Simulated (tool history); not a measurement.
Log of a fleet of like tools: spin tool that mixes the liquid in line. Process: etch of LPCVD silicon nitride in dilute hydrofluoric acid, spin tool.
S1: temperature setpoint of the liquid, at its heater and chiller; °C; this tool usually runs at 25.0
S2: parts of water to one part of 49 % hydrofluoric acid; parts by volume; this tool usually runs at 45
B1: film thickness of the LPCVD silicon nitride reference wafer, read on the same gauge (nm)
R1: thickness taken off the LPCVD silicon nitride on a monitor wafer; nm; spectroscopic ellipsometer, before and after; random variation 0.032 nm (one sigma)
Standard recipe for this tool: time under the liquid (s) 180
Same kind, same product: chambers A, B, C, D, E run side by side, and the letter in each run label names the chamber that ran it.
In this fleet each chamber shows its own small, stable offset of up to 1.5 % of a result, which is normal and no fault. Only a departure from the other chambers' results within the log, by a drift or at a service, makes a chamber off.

run 1D hour=11.6 | S1=25.0 S2=45 time_under_the_liquid_(s)=180 | B1=69.973 | R1=1.8797
run 2A hour=19.1 | S1=25.0 S2=45 time_under_the_liquid_(s)=180 | B1=69.977 | R1=1.9767
run 3B hour=25.6 | S1=25.0 S2=45 time_under_the_liquid_(s)=180 | B1=70.014 | R1=1.8494
run 4C hour=32.6 | S1=25.0 S2=45 time_under_the_liquid_(s)=180 | B1=69.986 | R1=1.9863
run 5E hour=44.9 | S1=25.0 S2=45 time_under_the_liquid_(s)=180 | B1=69.994 | R1=1.8444
-- hour=49.5 chamber B: thermometer replaced
run 6D hour=55.7 | S1=25.0 S2=45 time_under_the_liquid_(s)=180 | B1=69.991 | R1=1.8896
run 7E hour=64.9 | S1=25.0 S2=45 time_under_the_liquid_(s)=180 | B1=70.018 | R1=1.9023
run 8C hour=74.0 | S1=25.0 S2=45 time_under_the_liquid_(s)=180 | B1=69.974 | R1=1.9692
run 9A hour=84.6 | S1=25.0 S2=45 time_under_the_liquid_(s)=180 | B1=69.986 | R1=1.9474
run 10B hour=94.7 | S1=25.0 S2=45 time_under_the_liquid_(s)=180 | B1=69.982 | R1=1.8482
run 11A hour=100.3 | S1=25.0 S2=45 time_under_the_liquid_(s)=180 | B1=70.007 | R1=1.9104
run 12C hour=109.2 | S1=25.0 S2=45 time_under_the_liquid_(s)=145 | B1=70.032 | R1=1.5348
run 13D hour=118.0 | S1=25.0 S2=45 time_under_the_liquid_(s)=145 | B1=69.989 | R1=1.5035
run 14E hour=123.6 | S1=25.0 S2=45 time_under_the_liquid_(s)=145 | B1=70.002 | R1=1.5060
run 15B hour=135.0 | S1=25.0 S2=45 time_under_the_liquid_(s)=145 | B1=70.025 | R1=1.5221
-- hour=142.8 chamber D: hydrofluoric acid flow meter replaced
run 16D hour=146.0 | S1=25.0 S2=45 time_under_the_liquid_(s)=145 | B1=70.012 | R1=1.4697
run 17B hour=151.8 | S1=25.0 S2=45 time_under_the_liquid_(s)=180 | B1=69.986 | R1=1.8971
run 18E hour=160.5 | S1=25.0 S2=45 time_under_the_liquid_(s)=180 | B1=70.029 | R1=1.8354
run 19C hour=167.0 | S1=25.0 S2=45 time_under_the_liquid_(s)=180 | B1=70.006 | R1=1.9168
run 20A hour=178.7 | S1=25.0 S2=45 time_under_the_liquid_(s)=180 | B1=69.994 | R1=1.8899
run 21B hour=188.3 | S1=21.5 S2=45 time_under_the_liquid_(s)=180 | B1=70.054 | R1=1.4765
run 22D hour=196.1 | S1=21.5 S2=45 time_under_the_liquid_(s)=180 | B1=69.974 | R1=1.5148
run 23E hour=205.7 | S1=21.5 S2=45 time_under_the_liquid_(s)=180 | B1=69.994 | R1=1.5400
run 24A hour=215.8 | S1=21.5 S2=45 time_under_the_liquid_(s)=180 | B1=69.997 | R1=1.5037
run 25C hour=223.3 | S1=21.5 S2=45 time_under_the_liquid_(s)=180 | B1=70.004 | R1=1.4857
run 26E hour=234.1 | S1=25.0 S2=45 time_under_the_liquid_(s)=180 | B1=69.992 | R1=1.9268
run 27A hour=244.8 | S1=25.0 S2=45 time_under_the_liquid_(s)=180 | B1=69.993 | R1=1.9624
-- hour=247.1 chamber C: hydrofluoric acid flow meter replaced
run 28C hour=255.8 | S1=25.0 S2=45 time_under_the_liquid_(s)=180 | B1=69.991 | R1=1.9378
run 29B hour=263.8 | S1=25.0 S2=45 time_under_the_liquid_(s)=180 | B1=69.988 | R1=1.9038
run 30D hour=273.4 | S1=25.0 S2=45 time_under_the_liquid_(s)=180 | B1=70.015 | R1=1.9072
run 31C hour=281.7 | S1=25.0 S2=45 time_under_the_liquid_(s)=180 | B1=69.987 | R1=1.8940
run 32B hour=292.4 | S1=25.0 S2=45 time_under_the_liquid_(s)=180 | B1=69.998 | R1=1.9120
run 33E hour=298.7 | S1=25.0 S2=45 time_under_the_liquid_(s)=180 | B1=70.021 | R1=1.9147
run 34A hour=306.5 | S1=25.0 S2=45 time_under_the_liquid_(s)=180 | B1=69.945 | R1=1.9355
run 35D hour=312.0 | S1=25.0 S2=45 time_under_the_liquid_(s)=180 | B1=70.010 | R1=1.8854
-- hour=313.8 chamber A: hydrofluoric acid flow meter replaced
run 36E hour=320.8 | S1=25.0 S2=45 time_under_the_liquid_(s)=180 | B1=69.982 | R1=1.8962
run 37A hour=331.2 | S1=29.5 S2=40 time_under_the_liquid_(s)=180 | B1=70.009 | R1=2.8212
run 38C hour=343.6 | S1=29.5 S2=40 time_under_the_liquid_(s)=180 | B1=70.007 | R1=2.9206
run 39B hour=351.5 | S1=29.5 S2=40 time_under_the_liquid_(s)=180 | B1=70.016 | R1=2.8530
run 40D hour=357.4 | S1=29.5 S2=40 time_under_the_liquid_(s)=180 | B1=70.001 | R1=2.8644

Next, every chamber runs the same settings. What will each give?
run 41A hour=366.3 | S1=25.0 S2=45 time_under_the_liquid_(s)=180 | R1=?
run 41B hour=366.3 | S1=25.0 S2=45 time_under_the_liquid_(s)=180 | R1=?
run 41C hour=366.3 | S1=25.0 S2=45 time_under_the_liquid_(s)=180 | R1=?
run 41D hour=366.3 | S1=25.0 S2=45 time_under_the_liquid_(s)=180 | R1=?
run 41E hour=366.3 | S1=25.0 S2=45 time_under_the_liquid_(s)=180 | R1=?

run=41A R1=1.9136
run=41B R1=1.9056
run=41C R1=1.9601
run=41D R1=1.9167
run=41E R1=1.9324

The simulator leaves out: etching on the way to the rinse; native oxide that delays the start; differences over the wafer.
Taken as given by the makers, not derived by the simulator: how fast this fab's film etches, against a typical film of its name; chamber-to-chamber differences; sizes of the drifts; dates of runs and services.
